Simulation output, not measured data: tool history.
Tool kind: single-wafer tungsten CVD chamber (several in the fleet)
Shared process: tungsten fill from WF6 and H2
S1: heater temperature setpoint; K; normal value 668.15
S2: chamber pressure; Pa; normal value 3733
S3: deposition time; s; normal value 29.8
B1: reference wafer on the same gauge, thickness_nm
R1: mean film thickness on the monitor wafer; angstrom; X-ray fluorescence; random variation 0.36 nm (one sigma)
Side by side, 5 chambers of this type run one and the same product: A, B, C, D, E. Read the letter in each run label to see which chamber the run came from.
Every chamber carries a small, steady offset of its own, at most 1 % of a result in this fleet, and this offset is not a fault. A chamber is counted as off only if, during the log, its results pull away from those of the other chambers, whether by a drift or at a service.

run,hour,S1,S2,S3,B1,R1
1C,14.2,668.15,3733,29.8,80.29,760.98
# hour 23.2: chamber C: capacitance manometer re-zeroed and calibrated
2D,24.8,668.15,3733,29.8,80.26,766.65
3A,40,668.15,3733,29.8,80.355,762.85
4B,47.6,668.15,3733,29.8,80.421,768.45
5E,55.4,668.15,3733,29.8,80.269,756.89
6D,69.5,668.15,3733,29.8,80.255,755.72
7B,78.7,676.15,4346,29.8,80.36,953.07
8E,89.4,676.15,4346,29.8,80.316,943.4
9A,103.7,676.15,4346,29.8,80.381,945.52
10C,114.3,676.15,4346,29.8,80.395,943.05
11A,122.6,676.15,4346,29.8,80.308,926.5
# hour 124.5: chamber D: capacitance manometer re-zeroed and calibrated
12D,134.3,668.15,3733,29.8,80.278,758
13B,148.4,668.15,3733,29.8,80.312,765.53
14E,158,668.15,3733,29.8,80.274,761.68
15C,168.1,668.15,3733,29.8,80.253,762.98
16E,175.4,668.15,3733,29.8,80.308,763.31
17C,183.1,668.15,3733,29.8,80.285,769.12
18D,196.8,668.15,3733,29.8,80.294,761.98
19B,205.2,668.15,3733,29.8,80.326,763.79
20A,217.1,668.15,3733,29.8,80.4,744.88
21E,231.9,668.15,3733,29.8,80.265,762.38
22B,241.2,668.15,3733,29.8,80.343,769.67
23C,252.7,654.15,3733,28,80.212,544
24A,267.2,654.15,3733,28,80.353,519.2
25D,278.1,654.15,3733,28,80.27,544.15
26C,286.1,654.15,3733,28,80.338,543.78
27E,299.1,654.15,3733,28,80.348,544.45
28B,308.8,680.15,3426,29.8,80.236,917.83
29D,318,680.15,3426,29.8,80.226,906.22
30A,332.1,680.15,3426,29.8,80.268,872.43
31D,345.6,680.15,3426,29.8,80.233,919.12
32B,353.5,680.15,3426,29.8,80.284,909.1
33C,365.8,668.15,3733,29.8,80.289,764.24
34A,372.7,668.15,3733,29.8,80.325,726.86
35E,387.5,668.15,3733,29.8,80.232,760.55
36A,394.5,668.15,3733,29.8,80.321,721.99
37C,403.1,668.15,3733,29.8,80.325,762.61
38B,415.4,668.15,3733,29.8,80.297,765.14
39D,426.4,674.15,3146,29.8,80.254,786.79
40E,442.1,674.15,3146,29.8,80.284,773.8

For the next run the whole fleet of 5 chambers uses the same settings. Give each chamber's results:
41A,453.5,668.15,2840,29.8,,?
41B,453.5,668.15,2840,29.8,,?
41C,453.5,668.15,2840,29.8,,?
41D,453.5,668.15,2840,29.8,,?
41E,453.5,668.15,2840,29.8,,?

run,R1
41A,632.91
41B,677.58
41C,669.47
41D,667.95
41E,660.84
